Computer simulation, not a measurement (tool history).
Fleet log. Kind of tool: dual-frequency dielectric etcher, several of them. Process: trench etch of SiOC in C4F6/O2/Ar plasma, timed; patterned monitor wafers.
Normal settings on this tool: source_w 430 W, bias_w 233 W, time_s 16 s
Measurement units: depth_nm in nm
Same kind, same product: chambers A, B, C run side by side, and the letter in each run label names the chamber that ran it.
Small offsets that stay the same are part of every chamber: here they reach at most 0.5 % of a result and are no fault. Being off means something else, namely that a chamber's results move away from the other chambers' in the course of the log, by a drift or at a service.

| run | hour | source_w | bias_w | time_s | hours since the last wet clean | hours since the last source power generator calibration | hours since the last bias power generator calibration | read-back reference wafer on the same gauge, depth_nm | depth_nm |
|---|---|---|---|---|---|---|---|---|---|
| 1A | 5.9 | 430 | 233 | 16 | 500.5 | 3835.8 | 1417.9 | 40.765 | 37.211 |
| 2B | 11 | 430 | 233 | 16 | 460.5 | 229.1 | 91.9 | 40.833 | 37.457 |
|  | 13 | chamber A: source power generator calibrated |
| 3C | 17.6 | 430 | 233 | 16 | 174.3 | 4270.7 | 1441.2 | 40.781 | 37.083 |
| 4B | 20.6 | 430 | 233 | 16 | 470.1 | 238.7 | 101.5 | 40.824 | 37.172 |
| 5C | 23.8 | 430 | 233 | 16 | 180.5 | 4276.9 | 1447.4 | 40.775 | 37.222 |
| 6A | 28.5 | 430 | 233 | 16 | 523.1 | 15.6 | 1440.5 | 40.816 | 36.949 |
| 7A | 31.5 | 430 | 203 | 16 | 526.1 | 18.6 | 1443.5 | 40.741 | 35.259 |
| 8B | 37.5 | 430 | 203 | 16 | 487 | 255.6 | 118.4 | 40.815 | 35.667 |
| 9C | 42.7 | 430 | 203 | 16 | 199.4 | 4295.8 | 1466.3 | 40.768 | 36.139 |
| 10A | 47.7 | 430 | 233 | 16 | 542.3 | 34.8 | 1459.7 | 40.796 | 36.761 |
| 11B | 51.3 | 430 | 233 | 16 | 500.8 | 269.4 | 132.2 | 40.805 | 37.349 |
| 12C | 56 | 430 | 233 | 16 | 212.7 | 4309.1 | 1479.6 | 40.793 | 37.718 |
| 13A | 61.4 | 340 | 233 | 16 | 556 | 48.5 | 1473.4 | 40.839 | 33.827 |
| 14B | 66.9 | 340 | 233 | 16 | 516.4 | 285 | 147.8 | 40.805 | 34.08 |
|  | 71.5 | chamber B: wet clean of the chamber |
| 15C | 72.5 | 340 | 233 | 16 | 229.2 | 4325.6 | 1496.1 | 40.839 | 34.707 |
| 16C | 77.2 | 430 | 233 | 16 | 233.9 | 4330.3 | 1500.8 | 40.793 | 38.379 |
| 17A | 80.3 | 430 | 233 | 16 | 574.9 | 67.4 | 1492.3 | 40.803 | 37.058 |
| 18B | 83.5 | 430 | 233 | 16 | 12.1 | 301.6 | 164.4 | 40.81 | 37.388 |
| 19B | 88.4 | 430 | 233 | 16 | 17 | 306.5 | 169.3 | 40.831 | 37.428 |
| 20C | 94.8 | 430 | 233 | 16 | 251.5 | 4347.9 | 1518.4 | 40.783 | 38.644 |

One chamber off, gauge drift, or nothing amiss beyond the chambers' own small offsets? If it is a chamber, which one, and what is the likeliest cause?

It is chamber C that slowly wanders off from its peers.
Likeliest cause: etch rate over this chamber's usual, % = 4.04.

Chamber C could run next with any of the 4 candidate recipes listed below; each alters the usual settings, and their results appear as question marks. Which one brings its results back in line with what the other chambers deliver on the usual settings?
To be in line, a result may differ from the other chambers' mean on the usual settings by at most: depth_nm 0.45 nm
| 21C-1 | 99.6 | 430 | 242 | 16 |  |  |  |  | ? |
| 21C-2 | 99.6 | 430 | 205 | 16 |  |  |  |  | ? |
| 21C-3 | 99.6 | 420 | 229 | 16 |  |  |  |  | ? |
| 21C-4 | 99.6 | 430 | 261 | 16 |  |  |  |  | ? |

The mean the other chambers reach with the usual settings: depth_nm 37.187 nm
| run | depth_nm |
|---|---|
| 21C-1 | 39.23 |
| 21C-2 | 37.164 |
| 21C-3 | 38.171 |
| 21C-4 | 40.233 |
It is 21C-2 that realigns the chamber with its peers.

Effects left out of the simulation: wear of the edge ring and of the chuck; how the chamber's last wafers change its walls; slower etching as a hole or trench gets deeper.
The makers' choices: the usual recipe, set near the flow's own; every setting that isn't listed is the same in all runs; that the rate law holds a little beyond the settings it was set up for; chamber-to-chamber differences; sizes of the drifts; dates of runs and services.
